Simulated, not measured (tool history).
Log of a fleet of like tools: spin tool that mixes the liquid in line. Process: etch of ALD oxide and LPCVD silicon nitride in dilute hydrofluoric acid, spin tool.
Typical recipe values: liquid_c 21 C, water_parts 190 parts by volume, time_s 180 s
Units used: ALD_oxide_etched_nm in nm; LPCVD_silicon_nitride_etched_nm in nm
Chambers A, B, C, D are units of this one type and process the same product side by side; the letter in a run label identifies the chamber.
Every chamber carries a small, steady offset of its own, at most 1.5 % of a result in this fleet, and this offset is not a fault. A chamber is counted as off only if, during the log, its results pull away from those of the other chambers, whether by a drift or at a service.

run   hour  liquid_c  water_parts  time_s  hours since the thermometer was replaced  hours since the hydrofluoric acid flow meter was replaced  read-back film thickness of the ALD oxide reference wafer, read on the same gauge (nm)  read-back film thickness of the LPCVD silicon nitride reference wafer, read on the same gauge (nm)  ALD_oxide_etched_nm  LPCVD_silicon_nitride_etched_nm
 1D    6.3        21          190     180                                     648.4                                                      456.5                                                                                  100.01                                                                                              69.995               23.883                           0.3523
 2C   13.8        21          190     180                                     251.2                                                     1304.3                                                                                  100.02                                                                                              69.992                23.79                          0.36862
 3B   23.1        21          190     180                                     633.5                                                      283.3                                                                                  99.998                                                                                              70.008                23.72                          0.35995
      23.2  -- chamber A: thermometer replaced
 4A   30.6        21          190     180                                       7.5                                                     1158.5                                                                                  100.01                                                                                               70.01               23.701                          0.40683
 5B   39.3        21          190     180                                     649.7                                                      299.5                                                                                  100.03                                                                                              70.001               23.571                          0.38706
 6D   50.2        21          190     180                                     692.3                                                      500.4                                                                                  99.997                                                                                              70.021               23.729                          0.38481
      51.6  -- chamber A: hydrofluoric acid flow meter replaced
 7A   56.4        21          190     180                                      33.3                                                        4.9                                                                                  99.971                                                                                              69.987               23.547                          0.40335
 8C     64      24.5          160     180                                     301.4                                                     1354.5                                                                                  100.01                                                                                              69.994               33.466                          0.62387
 9D   69.3      24.5          160     180                                     711.4                                                      519.5                                                                                  99.972                                                                                              69.996               33.514                          0.61147
10A   78.7      24.5          160     180                                      55.6                                                       27.2                                                                                  99.987                                                                                              70.003               33.055                          0.66935
      84.4  -- chamber C: hydrofluoric acid flow meter replaced
11B   84.7      24.5          160     180                                     695.1                                                      344.9                                                                                  99.991                                                                                              69.986               33.245                          0.66065
12C   92.7        21          190     180                                     330.1                                                        8.3                                                                                  99.984                                                                                              69.983               24.019                          0.34834
13B  103.8        24          190     180                                     714.2                                                        364                                                                                  100.03                                                                                               69.99               26.513                          0.45703
14A  114.2        24          190     180                                      91.1                                                       62.7                                                                                  99.997                                                                                              70.003               26.435                          0.38407
15C  120.5        24          190     180                                     357.9                                                       36.1                                                                                  100.03                                                                                              69.993               26.712                          0.48832
16D    127        24          190     180                                     769.1                                                      577.2                                                                                  100.03                                                                                              69.988               26.858                          0.53008
17B  135.6        21          140     180                                       746                                                      395.8                                                                                     100                                                                                              69.986                34.17                          0.56532
18A    144        21          140     180                                     120.9                                                       92.5                                                                                  100.03                                                                                               70.01               33.473                          0.48294
19D  151.9        21          140     180                                       794                                                      602.1                                                                                  99.976                                                                                               69.99               34.375                          0.47229
20C  158.6        21          140     180                                       396                                                       74.2                                                                                  99.991                                                                                              70.001               34.332                          0.53561
21D  168.3        21          190     180                                     810.4                                                      618.5                                                                                  99.965                                                                                              70.006               23.971                          0.40311
22C  173.9      24.5          140     180                                     411.3                                                       89.5                                                                                  99.979                                                                                              69.998               39.304                          0.69372
23A  180.7      24.5          140     180                                     157.6                                                      129.2                                                                                     100                                                                                              69.992               38.759                          0.65195
24B  189.8      24.5          140     180                                     800.2                                                        450                                                                                  99.983                                                                                              70.012               38.869                          0.62409
25B  198.6      24.5          140     180                                       809                                                      458.8                                                                                  100.03                                                                                              70.009               39.207                          0.75726
26D  206.6      24.5          190     180                                     848.7                                                      656.8                                                                                  100.01                                                                                              70.005               27.478                          0.47422
27A  214.9      24.5          190     180                                     191.8                                                      163.4                                                                                  100.03                                                                                              70.006               27.102                          0.49151
28C  224.8      24.5          190     180                                     462.2                                                      140.4                                                                                  100.01                                                                                              69.985               27.453                            0.508
29B  235.2      24.5          190     180                                     845.6                                                      495.4                                                                                  99.996                                                                                              69.983               26.823                          0.54999
30D  246.6        21          190     180                                     888.7                                                      696.8                                                                                  100.02                                                                                              70.009               23.822                          0.37652

Which is it: a chamber that has drifted or been left off by a service, a gauge drift common to all chambers, or only each chamber's usual small offset? If a chamber is off, name it and its likeliest cause.

No chamber is off and the gauge is stable; the differences are just each chamber's small, constant offset.
